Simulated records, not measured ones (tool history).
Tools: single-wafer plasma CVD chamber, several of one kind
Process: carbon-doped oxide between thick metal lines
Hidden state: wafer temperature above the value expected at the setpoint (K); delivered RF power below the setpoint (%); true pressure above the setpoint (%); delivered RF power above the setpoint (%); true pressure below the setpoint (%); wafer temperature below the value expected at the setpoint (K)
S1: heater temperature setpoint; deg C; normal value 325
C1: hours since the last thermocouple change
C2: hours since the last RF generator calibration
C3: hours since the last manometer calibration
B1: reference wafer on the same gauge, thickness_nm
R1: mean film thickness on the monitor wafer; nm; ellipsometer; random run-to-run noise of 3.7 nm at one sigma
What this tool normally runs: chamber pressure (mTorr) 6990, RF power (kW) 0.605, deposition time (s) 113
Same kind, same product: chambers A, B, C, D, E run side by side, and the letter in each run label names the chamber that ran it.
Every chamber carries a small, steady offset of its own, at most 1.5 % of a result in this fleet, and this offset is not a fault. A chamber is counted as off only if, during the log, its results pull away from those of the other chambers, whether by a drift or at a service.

run 1D hour=14.4 | S1=325 chamber_pressure_(mTorr)=6990 RF_power_(kW)=0.605 deposition_time_(s)=113 | C1=1132.1 C2=1553.5 C3=594.8 | B1=618.80 | R1=706.17
run 2C hour=28.6 | S1=325 chamber_pressure_(mTorr)=6990 RF_power_(kW)=0.605 deposition_time_(s)=113 | C1=654.7 C2=1739.2 C3=1077.8 | B1=619.05 | R1=713.86
run 3A hour=41.6 | S1=325 chamber_pressure_(mTorr)=6990 RF_power_(kW)=0.605 deposition_time_(s)=113 | C1=864.0 C2=546.3 C3=288.0 | B1=619.38 | R1=716.02
run 4E hour=55.6 | S1=325 chamber_pressure_(mTorr)=6990 RF_power_(kW)=0.605 deposition_time_(s)=113 | C1=709.5 C2=356.9 C3=398.4 | B1=618.85 | R1=708.26
run 5B hour=66.5 | S1=325 chamber_pressure_(mTorr)=6990 RF_power_(kW)=0.605 deposition_time_(s)=113 | C1=929.6 C2=752.6 C3=1383.0 | B1=619.16 | R1=715.61
run 6B hour=77.8 | S1=325 chamber_pressure_(mTorr)=6990 RF_power_(kW)=0.605 deposition_time_(s)=113 | C1=940.9 C2=763.9 C3=1394.3 | B1=618.80 | R1=718.79
run 7A hour=85.9 | S1=325 chamber_pressure_(mTorr)=6990 RF_power_(kW)=0.605 deposition_time_(s)=113 | C1=908.3 C2=590.6 C3=332.3 | B1=618.29 | R1=705.97
run 8C hour=101.2 | S1=325 chamber_pressure_(mTorr)=6990 RF_power_(kW)=0.540 deposition_time_(s)=113 | C1=727.3 C2=1811.8 C3=1150.4 | B1=618.06 | R1=666.37
run 9D hour=115.3 | S1=325 chamber_pressure_(mTorr)=6990 RF_power_(kW)=0.540 deposition_time_(s)=113 | C1=1233.0 C2=1654.4 C3=695.7 | B1=619.69 | R1=666.13
run 10E hour=122.4 | S1=325 chamber_pressure_(mTorr)=6990 RF_power_(kW)=0.540 deposition_time_(s)=113 | C1=776.3 C2=423.7 C3=465.2 | B1=619.42 | R1=660.85
run 11D hour=134.9 | S1=325 chamber_pressure_(mTorr)=6990 RF_power_(kW)=0.540 deposition_time_(s)=113 | C1=1252.6 C2=1674.0 C3=715.3 | B1=618.83 | R1=663.10
run 12A hour=146.0 | S1=325 chamber_pressure_(mTorr)=6990 RF_power_(kW)=0.540 deposition_time_(s)=113 | C1=968.4 C2=650.7 C3=392.4 | B1=618.65 | R1=656.82
run 13E hour=161.1 | S1=325 chamber_pressure_(mTorr)=6990 RF_power_(kW)=0.605 deposition_time_(s)=113 | C1=815.0 C2=462.4 C3=503.9 | B1=619.38 | R1=706.41
run 14C hour=172.1 | S1=325 chamber_pressure_(mTorr)=6990 RF_power_(kW)=0.605 deposition_time_(s)=113 | C1=798.2 C2=1882.7 C3=1221.3 | B1=618.86 | R1=718.33
run 15B hour=186.5 | S1=325 chamber_pressure_(mTorr)=6990 RF_power_(kW)=0.605 deposition_time_(s)=113 | C1=1049.6 C2=872.6 C3=1503.0 | B1=619.00 | R1=720.32
run 16B hour=198.4 | S1=325 chamber_pressure_(mTorr)=6990 RF_power_(kW)=0.605 deposition_time_(s)=113 | C1=1061.5 C2=884.5 C3=1514.9 | B1=619.96 | R1=722.50
run 17D hour=206.6 | S1=325 chamber_pressure_(mTorr)=6990 RF_power_(kW)=0.605 deposition_time_(s)=113 | C1=1324.3 C2=1745.7 C3=787.0 | B1=618.71 | R1=716.01
run 18A hour=221.3 | S1=325 chamber_pressure_(mTorr)=6990 RF_power_(kW)=0.605 deposition_time_(s)=113 | C1=1043.7 C2=726.0 C3=467.7 | B1=618.55 | R1=695.42
-- hour=233.0 chamber B: thermocouple changed; heater temperature recalibrated
run 19E hour=236.1 | S1=325 chamber_pressure_(mTorr)=6990 RF_power_(kW)=0.605 deposition_time_(s)=113 | C1=890.0 C2=537.4 C3=578.9 | B1=618.16 | R1=714.38
run 20C hour=248.9 | S1=325 chamber_pressure_(mTorr)=6990 RF_power_(kW)=0.605 deposition_time_(s)=113 | C1=875.0 C2=1959.5 C3=1298.1 | B1=618.70 | R1=724.75
run 21D hour=264.3 | S1=325 chamber_pressure_(mTorr)=6990 RF_power_(kW)=0.495 deposition_time_(s)=113 | C1=1382.0 C2=1803.4 C3=844.7 | B1=618.54 | R1=630.93
run 22B hour=277.5 | S1=325 chamber_pressure_(mTorr)=6990 RF_power_(kW)=0.495 deposition_time_(s)=113 | C1=44.6 C2=963.6 C3=1594.0 | B1=619.17 | R1=636.48
run 23A hour=286.4 | S1=325 chamber_pressure_(mTorr)=6990 RF_power_(kW)=0.495 deposition_time_(s)=113 | C1=1108.8 C2=791.1 C3=532.8 | B1=618.30 | R1=603.00
-- hour=291.6 chamber A: thermocouple changed; heater temperature recalibrated
run 24C hour=295.8 | S1=325 chamber_pressure_(mTorr)=6990 RF_power_(kW)=0.495 deposition_time_(s)=113 | C1=921.9 C2=2006.4 C3=1345.0 | B1=619.10 | R1=634.68
run 25E hour=303.6 | S1=325 chamber_pressure_(mTorr)=6990 RF_power_(kW)=0.495 deposition_time_(s)=113 | C1=957.5 C2=604.9 C3=646.4 | B1=618.37 | R1=627.54
-- hour=308.2 chamber C: RF generator calibrated
run 26C hour=316.0 | S1=333 chamber_pressure_(mTorr)=6990 RF_power_(kW)=0.645 deposition_time_(s)=113 | C1=942.1 C2=7.8 C3=1365.2 | B1=618.06 | R1=730.47
run 27D hour=325.7 | S1=333 chamber_pressure_(mTorr)=6990 RF_power_(kW)=0.645 deposition_time_(s)=113 | C1=1443.4 C2=1864.8 C3=906.1 | B1=619.65 | R1=720.85
run 28E hour=333.4 | S1=333 chamber_pressure_(mTorr)=6990 RF_power_(kW)=0.645 deposition_time_(s)=113 | C1=987.3 C2=634.7 C3=676.2 | B1=618.87 | R1=718.91
run 29A hour=341.6 | S1=333 chamber_pressure_(mTorr)=6990 RF_power_(kW)=0.645 deposition_time_(s)=113 | C1=50.1 C2=846.3 C3=588.0 | B1=618.40 | R1=689.09
run 30B hour=354.3 | S1=333 chamber_pressure_(mTorr)=6990 RF_power_(kW)=0.645 deposition_time_(s)=113 | C1=121.4 C2=1040.4 C3=1670.8 | B1=619.30 | R1=728.42
run 31E hour=366.1 | S1=325 chamber_pressure_(mTorr)=6990 RF_power_(kW)=0.605 deposition_time_(s)=113 | C1=1020.0 C2=667.4 C3=708.9 | B1=619.41 | R1=703.85
run 32D hour=373.5 | S1=325 chamber_pressure_(mTorr)=6990 RF_power_(kW)=0.605 deposition_time_(s)=113 | C1=1491.2 C2=1912.6 C3=953.9 | B1=619.83 | R1=710.88
run 33C hour=387.4 | S1=325 chamber_pressure_(mTorr)=6990 RF_power_(kW)=0.605 deposition_time_(s)=113 | C1=1013.5 C2=79.2 C3=1436.6 | B1=619.01 | R1=720.06

Next, every chamber runs the same settings. What will each give?
run 34A hour=398.4 | S1=325 chamber_pressure_(mTorr)=6990 RF_power_(kW)=0.520 deposition_time_(s)=113 | R1=?
run 34B hour=398.4 | S1=325 chamber_pressure_(mTorr)=6990 RF_power_(kW)=0.520 deposition_time_(s)=113 | R1=?
run 34C hour=398.4 | S1=325 chamber_pressure_(mTorr)=6990 RF_power_(kW)=0.520 deposition_time_(s)=113 | R1=?
run 34D hour=398.4 | S1=325 chamber_pressure_(mTorr)=6990 RF_power_(kW)=0.520 deposition_time_(s)=113 | R1=?
run 34E hour=398.4 | S1=325 chamber_pressure_(mTorr)=6990 RF_power_(kW)=0.520 deposition_time_(s)=113 | R1=?

run=34A R1=623.33
run=34B R1=657.26
run=34C R1=650.33
run=34D R1=643.77
run=34E R1=653.20

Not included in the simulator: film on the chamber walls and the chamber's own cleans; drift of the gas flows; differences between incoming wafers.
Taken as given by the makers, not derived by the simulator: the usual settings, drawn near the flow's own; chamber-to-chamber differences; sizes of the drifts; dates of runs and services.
